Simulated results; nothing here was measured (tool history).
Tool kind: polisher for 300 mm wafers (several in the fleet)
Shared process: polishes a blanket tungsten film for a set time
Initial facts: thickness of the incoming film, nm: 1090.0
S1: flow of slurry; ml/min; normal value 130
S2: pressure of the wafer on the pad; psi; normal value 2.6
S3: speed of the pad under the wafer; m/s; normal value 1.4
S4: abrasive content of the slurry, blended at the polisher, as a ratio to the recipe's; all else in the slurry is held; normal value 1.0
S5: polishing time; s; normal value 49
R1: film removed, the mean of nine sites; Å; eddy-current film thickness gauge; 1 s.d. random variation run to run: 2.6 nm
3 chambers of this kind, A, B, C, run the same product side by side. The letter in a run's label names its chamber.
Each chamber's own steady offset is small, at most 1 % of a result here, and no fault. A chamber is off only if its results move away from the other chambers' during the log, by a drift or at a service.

| run | day | S1 | S2 | S3 | S4 | S5 | R1 |
|---|---|---|---|---|---|---|---|
|  | 0.042 | chamber A: slurry blender recalibrated |
| 1A | 0.312 | 130 | 2.6 | 1.4 | 1.0 | 49 | 1951.9 |
| 2B | 0.646 | 130 | 2.6 | 1.4 | 1.0 | 49 | 1972.7 |
|  | 0.879 | chamber C: worn pad replaced by a new one |
| 3C | 0.992 | 130 | 2.6 | 1.4 | 1.0 | 49 | 1999.0 |
| 4C | 1.429 | 130 | 2.6 | 1.4 | 1.0 | 49 | 2003.0 |
| 5B | 1.942 | 130 | 2.6 | 1.4 | 1.0 | 49 | 1988.4 |
|  | 2.000 | chamber B: worn pad replaced by a new one |
|  | 2.079 | chamber C: slurry tank refilled with fresh slurry and peroxide |
| 6A | 2.383 | 130 | 2.6 | 1.4 | 1.0 | 49 | 1944.9 |
|  | 2.542 | chamber A: worn pad replaced by a new one |
|  | 2.917 | chamber B: slurry tank refilled with fresh slurry and peroxide |
| 7C | 2.917 | 130 | 2.6 | 1.4 | 1.0 | 49 | 1993.6 |
| 8A | 3.500 | 130 | 2.6 | 1.4 | 1.0 | 49 | 1938.8 |
| 9B | 3.908 | 130 | 2.6 | 1.4 | 1.0 | 49 | 1960.5 |
|  | 3.912 | chamber C: worn pad replaced by a new one |
| 10B | 4.188 | 130 | 2.6 | 1.4 | 1.0 | 49 | 1982.0 |
| 11A | 4.458 | 130 | 2.6 | 1.4 | 1.0 | 49 | 1959.9 |
| 12C | 4.800 | 130 | 2.6 | 1.4 | 1.0 | 49 | 1972.5 |
|  | 4.950 | chamber A: head pressure recalibrated |
|  | 5.046 | chamber B: worn pad replaced by a new one |
| 13C | 5.067 | 130 | 2.6 | 1.4 | 1.0 | 49 | 1993.8 |
|  | 5.342 | chamber A: worn pad replaced by a new one |
| 14A | 5.650 | 130 | 2.6 | 1.2 | 1.0 | 49 | 1660.2 |
| 15B | 6.054 | 130 | 2.6 | 1.2 | 1.0 | 49 | 1734.1 |
|  | 6.217 | chamber B: slurry tank refilled with fresh slurry and peroxide |
| 16C | 6.354 | 130 | 2.6 | 1.2 | 1.0 | 49 | 1689.1 |
| 17A | 6.688 | 130 | 2.6 | 1.4 | 1.0 | 49 | 1909.6 |
| 18B | 7.029 | 130 | 2.6 | 1.4 | 1.0 | 49 | 1957.0 |
|  | 7.300 | chamber C: slurry tank refilled with fresh slurry and peroxide |
| 19C | 7.367 | 130 | 2.6 | 1.4 | 1.0 | 49 | 1975.5 |
|  | 7.492 | chamber C: worn pad replaced by a new one |
|  | 7.733 | chamber C: slurry blender recalibrated |
| 20A | 7.771 | 130 | 2.6 | 1.4 | 1.0 | 49 | 1855.9 |
| 21B | 8.246 | 130 | 2.6 | 1.4 | 1.0 | 49 | 1980.7 |
|  | 8.288 | chamber A: worn pad replaced by a new one |
|  | 8.321 | chamber B: worn pad replaced by a new one |
| 22A | 8.508 | 130 | 2.6 | 1.4 | 1.0 | 49 | 1904.7 |
| 23B | 8.908 | 130 | 2.6 | 1.4 | 1.0 | 59 | 2352.0 |
| 24C | 9.308 | 130 | 2.6 | 1.4 | 1.0 | 59 | 2391.0 |
|  | 9.338 | chamber B: slurry tank refilled with fresh slurry and peroxide |
| 25B | 9.858 | 130 | 2.6 | 1.4 | 1.0 | 59 | 2396.5 |
| 26C | 10.167 | 130 | 2.6 | 1.4 | 1.0 | 49 | 1974.3 |
|  | 10.504 | chamber C: worn pad replaced by a new one |
|  | 10.667 | chamber B: slurry blender recalibrated |
| 27A | 10.696 | 130 | 2.6 | 1.4 | 1.0 | 49 | 1878.1 |
| 28A | 10.996 | 130 | 2.6 | 1.4 | 1.0 | 49 | 1816.9 |
|  | 11.033 | chamber B: worn pad replaced by a new one |
|  | 11.438 | chamber A: worn pad replaced by a new one |
| 29B | 11.446 | 130 | 2.6 | 1.4 | 1.0 | 49 | 1999.9 |
| 30C | 11.950 | 130 | 2.6 | 1.4 | 1.0 | 49 | 2010.2 |
|  | 12.204 | chamber C: slurry tank refilled with fresh slurry and peroxide |
|  | 12.379 | chamber B: head pressure recalibrated |
| 31A | 12.433 | 130 | 2.6 | 1.4 | 1.0 | 49 | 1841.1 |
|  | 12.625 | chamber B: slurry tank refilled with fresh slurry and peroxide |
| 32B | 12.979 | 130 | 2.6 | 1.4 | 0.8 | 49 | 1914.0 |
| 33C | 13.342 | 130 | 2.6 | 1.4 | 0.8 | 49 | 1865.2 |
|  | 13.367 | chamber C: worn pad replaced by a new one |
| 34A | 13.696 | 130 | 2.6 | 1.4 | 0.8 | 49 | 1705.9 |
|  | 14.192 | chamber B: slurry nozzle cleaned |
| 35B | 14.246 | 130 | 2.6 | 1.4 | 1.0 | 49 | 1983.8 |
| 36C | 14.588 | 130 | 2.6 | 1.4 | 1.0 | 49 | 1978.4 |

Next, every chamber runs the same settings. What will each give?
| 37A | 15.008 | 130 | 2.6 | 1.4 | 1.0 | 49 | ? |
| 37B | 15.008 | 130 | 2.6 | 1.4 | 1.0 | 49 | ? |
| 37C | 15.008 | 130 | 2.6 | 1.4 | 1.0 | 49 | ? |

| run | R1 |
|---|---|
| 37A | 1758.1 |
| 37B | 1977.6 |
| 37C | 1980.5 |

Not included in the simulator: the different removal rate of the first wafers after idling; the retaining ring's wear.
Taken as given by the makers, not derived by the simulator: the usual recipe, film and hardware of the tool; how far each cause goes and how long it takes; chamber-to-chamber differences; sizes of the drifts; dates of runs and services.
